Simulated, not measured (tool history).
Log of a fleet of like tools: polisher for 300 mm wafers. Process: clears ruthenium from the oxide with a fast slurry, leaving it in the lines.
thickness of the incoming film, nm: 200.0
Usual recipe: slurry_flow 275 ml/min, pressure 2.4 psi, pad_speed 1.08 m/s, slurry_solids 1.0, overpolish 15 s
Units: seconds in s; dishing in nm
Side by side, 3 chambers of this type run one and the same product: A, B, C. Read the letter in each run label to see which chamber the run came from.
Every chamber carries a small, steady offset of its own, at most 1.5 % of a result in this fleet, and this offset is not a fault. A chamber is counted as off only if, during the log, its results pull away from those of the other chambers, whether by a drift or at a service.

{"run": "1A", "hour": 3.4, "slurry_flow": 275, "pressure": 2.4, "pad_speed": 1.08, "slurry_solids": 1.0, "overpolish": 15, "seconds": 45.202, "dishing": 53.905}
{"hour": 5.3, "done": "chamber C: worn pad replaced by a new one"}
{"run": "2C", "hour": 9.7, "slurry_flow": 275, "pressure": 2.4, "pad_speed": 1.08, "slurry_solids": 1.0, "overpolish": 15, "seconds": 45.475, "dishing": 54.205}
{"run": "3B", "hour": 14.4, "slurry_flow": 275, "pressure": 2.4, "pad_speed": 1.08, "slurry_solids": 1.0, "overpolish": 15, "seconds": 45.597, "dishing": 54.336}
{"run": "4B", "hour": 21.7, "slurry_flow": 275, "pressure": 2.4, "pad_speed": 1.08, "slurry_solids": 1.0, "overpolish": 15, "seconds": 45.187, "dishing": 53.411}
{"hour": 25.3, "done": "chamber B: worn pad replaced by a new one"}
{"run": "5A", "hour": 28.3, "slurry_flow": 245, "pressure": 2.4, "pad_speed": 1.08, "slurry_solids": 1.3, "overpolish": 15, "seconds": 41.991, "dishing": 57.144}
{"run": "6C", "hour": 33.2, "slurry_flow": 245, "pressure": 2.4, "pad_speed": 1.08, "slurry_solids": 1.3, "overpolish": 15, "seconds": 41.219, "dishing": 58.432}
{"run": "7B", "hour": 38.2, "slurry_flow": 245, "pressure": 2.4, "pad_speed": 1.08, "slurry_solids": 1.3, "overpolish": 15, "seconds": 41.569, "dishing": 58.719}
{"run": "8A", "hour": 43.8, "slurry_flow": 275, "pressure": 2.4, "pad_speed": 1.08, "slurry_solids": 1.0, "overpolish": 15, "seconds": 45.225, "dishing": 52.878}
{"run": "9C", "hour": 48.0, "slurry_flow": 275, "pressure": 2.4, "pad_speed": 1.08, "slurry_solids": 1.0, "overpolish": 15, "seconds": 45.427, "dishing": 53.117}
{"run": "10B", "hour": 52.8, "slurry_flow": 275, "pressure": 2.4, "pad_speed": 1.08, "slurry_solids": 1.0, "overpolish": 15, "seconds": 46.111, "dishing": 53.848}
{"run": "11A", "hour": 58.7, "slurry_flow": 275, "pressure": 2.4, "pad_speed": 1.08, "slurry_solids": 1.0, "overpolish": 15, "seconds": 45.622, "dishing": 53.336}
{"run": "12C", "hour": 66.2, "slurry_flow": 275, "pressure": 2.4, "pad_speed": 1.08, "slurry_solids": 1.0, "overpolish": 15, "seconds": 45.276, "dishing": 54.698}
{"hour": 68.4, "done": "chamber A: worn pad replaced by a new one"}
{"run": "13B", "hour": 72.0, "slurry_flow": 275, "pressure": 2.4, "pad_speed": 1.08, "slurry_solids": 1.0, "overpolish": 15, "seconds": 44.544, "dishing": 53.687}
{"run": "14C", "hour": 77.5, "slurry_flow": 275, "pressure": 2.4, "pad_speed": 1.08, "slurry_solids": 1.0, "overpolish": 15, "seconds": 45.192, "dishing": 53.317}
{"run": "15A", "hour": 85.0, "slurry_flow": 275, "pressure": 2.4, "pad_speed": 1.08, "slurry_solids": 1.0, "overpolish": 15, "seconds": 45.47, "dishing": 52.556}
{"run": "16B", "hour": 89.6, "slurry_flow": 275, "pressure": 2.4, "pad_speed": 1.08, "slurry_solids": 1.0, "overpolish": 15, "seconds": 45.399, "dishing": 53.109}
{"hour": 92.5, "done": "chamber B: head pressure recalibrated"}
{"run": "17C", "hour": 95.6, "slurry_flow": 275, "pressure": 2.4, "pad_speed": 1.08, "slurry_solids": 1.0, "overpolish": 15, "seconds": 44.312, "dishing": 54.218}
{"hour": 101.1, "done": "chamber A: slurry blender recalibrated"}
{"run": "18A", "hour": 102.7, "slurry_flow": 275, "pressure": 2.4, "pad_speed": 1.08, "slurry_solids": 1.0, "overpolish": 15, "seconds": 45.022, "dishing": 53.602}
{"run": "19A", "hour": 106.7, "slurry_flow": 275, "pressure": 2.4, "pad_speed": 1.08, "slurry_solids": 1.0, "overpolish": 15, "seconds": 45.41, "dishing": 53.947}
{"hour": 107.6, "done": "chamber B: slurry blender recalibrated"}
{"run": "20B", "hour": 110.2, "slurry_flow": 275, "pressure": 2.4, "pad_speed": 1.08, "slurry_solids": 1.0, "overpolish": 15, "seconds": 49.565, "dishing": 50.528}
{"run": "21C", "hour": 117.1, "slurry_flow": 275, "pressure": 2.4, "pad_speed": 1.08, "slurry_solids": 1.0, "overpolish": 15, "seconds": 45.044, "dishing": 54.423}
{"run": "22A", "hour": 122.1, "slurry_flow": 275, "pressure": 2.4, "pad_speed": 1.08, "slurry_solids": 1.0, "overpolish": 15, "seconds": 44.804, "dishing": 53.654}
{"run": "23C", "hour": 127.1, "slurry_flow": 275, "pressure": 2.4, "pad_speed": 1.08, "slurry_solids": 1.0, "overpolish": 15, "seconds": 44.908, "dishing": 53.305}
{"hour": 127.8, "done": "chamber B: worn pad replaced by a new one"}
{"run": "24B", "hour": 133.7, "slurry_flow": 220, "pressure": 3.0, "pad_speed": 1.08, "slurry_solids": 1.0, "overpolish": 15, "seconds": 39.675, "dishing": 60.609}
{"run": "25C", "hour": 138.1, "slurry_flow": 220, "pressure": 3.0, "pad_speed": 1.08, "slurry_solids": 1.0, "overpolish": 15, "seconds": 37.545, "dishing": 64.872}
{"hour": 139.0, "done": "chamber A: worn pad replaced by a new one"}
{"run": "26A", "hour": 141.5, "slurry_flow": 220, "pressure": 3.0, "pad_speed": 1.08, "slurry_solids": 1.0, "overpolish": 15, "seconds": 37.981, "dishing": 64.341}
{"hour": 144.4, "done": "chamber C: worn pad replaced by a new one"}
{"run": "27B", "hour": 146.6, "slurry_flow": 275, "pressure": 2.4, "pad_speed": 1.08, "slurry_solids": 1.0, "overpolish": 15, "seconds": 49.056, "dishing": 50.054}
{"run": "28C", "hour": 150.2, "slurry_flow": 275, "pressure": 2.4, "pad_speed": 1.08, "slurry_solids": 1.0, "overpolish": 15, "seconds": 45.464, "dishing": 54.795}
{"hour": 154.9, "done": "chamber C: slurry blender recalibrated"}
{"run": "29B", "hour": 157.0, "slurry_flow": 275, "pressure": 2.7, "pad_speed": 1.08, "slurry_solids": 1.0, "overpolish": 9, "seconds": 43.116, "dishing": 35.457}
{"run": "30A", "hour": 161.4, "slurry_flow": 275, "pressure": 2.7, "pad_speed": 1.08, "slurry_solids": 1.0, "overpolish": 9, "seconds": 40.655, "dishing": 37.486}
{"run": "31B", "hour": 165.4, "slurry_flow": 275, "pressure": 2.7, "pad_speed": 1.08, "slurry_solids": 1.0, "overpolish": 9, "seconds": 43.62, "dishing": 35.463}
{"run": "32A", "hour": 169.5, "slurry_flow": 275, "pressure": 2.4, "pad_speed": 1.08, "slurry_solids": 1.0, "overpolish": 15, "seconds": 44.757, "dishing": 52.41}
{"run": "33C", "hour": 174.5, "slurry_flow": 275, "pressure": 2.4, "pad_speed": 1.08, "slurry_solids": 1.0, "overpolish": 15, "seconds": 45.578, "dishing": 53.824}
{"run": "34A", "hour": 177.7, "slurry_flow": 275, "pressure": 2.4, "pad_speed": 1.08, "slurry_solids": 1.0, "overpolish": 15, "seconds": 46.305, "dishing": 53.271}
{"run": "35C", "hour": 181.8, "slurry_flow": 275, "pressure": 2.4, "pad_speed": 1.08, "slurry_solids": 1.0, "overpolish": 15, "seconds": 45.575, "dishing": 53.739}
{"run": "36B", "hour": 186.1, "slurry_flow": 275, "pressure": 2.4, "pad_speed": 1.08, "slurry_solids": 1.0, "overpolish": 15, "seconds": 48.779, "dishing": 49.724}
{"run": "37A", "hour": 192.7, "slurry_flow": 275, "pressure": 2.4, "pad_speed": 1.08, "slurry_solids": 1.0, "overpolish": 15, "seconds": 45.671, "dishing": 53.72}
{"run": "38C", "hour": 198.7, "slurry_flow": 275, "pressure": 2.4, "pad_speed": 0.72, "slurry_solids": 1.0, "overpolish": 10, "seconds": 66.888, "dishing": 25.906}
{"run": "39B", "hour": 205.4, "slurry_flow": 275, "pressure": 2.4, "pad_speed": 0.72, "slurry_solids": 1.0, "overpolish": 10, "seconds": 73.835, "dishing": 23.813}

Does one chamber stand apart from the rest, does the shared gauge drift, or is all well apart from small per-chamber offsets? Give the chamber and the most likely cause, where there is one.

A service left chamber B off against the others.
Most likely cause: head's pressure below its setpoint, % = 7.03.

Which of the 4 candidates below, each the usual settings with something changed and its results left as question marks, puts chamber B back in line with what the other chambers give on the usual settings?
Counts as in line when no further than this from what the other chambers average on the usual settings: seconds 1.500 s; dishing 2.000 nm
{"run": "40B-1", "hour": 210.8, "slurry_flow": 275, "pressure": 2.4, "pad_speed": 1.06, "slurry_solids": 1.0, "overpolish": 15, "seconds": "?", "dishing": "?"}
{"run": "40B-2", "hour": 210.8, "slurry_flow": 275, "pressure": 2.3, "pad_speed": 1.04, "slurry_solids": 1.0, "overpolish": 15, "seconds": "?", "dishing": "?"}
{"run": "40B-3", "hour": 210.8, "slurry_flow": 275, "pressure": 2.5, "pad_speed": 1.12, "slurry_solids": 1.0, "overpolish": 15, "seconds": "?", "dishing": "?"}
{"run": "40B-4", "hour": 210.8, "slurry_flow": 275, "pressure": 2.4, "pad_speed": 1.1, "slurry_solids": 1.0, "overpolish": 15, "seconds": "?", "dishing": "?"}

Average result of the remaining chambers running the usual settings: seconds 45.327 s; dishing 53.784 nm
run=40B-1 seconds=50.120 dishing=49.510
run=40B-2 seconds=53.354 dishing=46.790
run=40B-3 seconds=45.479 dishing=54.014
run=40B-4 seconds=48.275 dishing=51.208
40B-3 is the one that brings the chamber's results back in line with the other chambers.
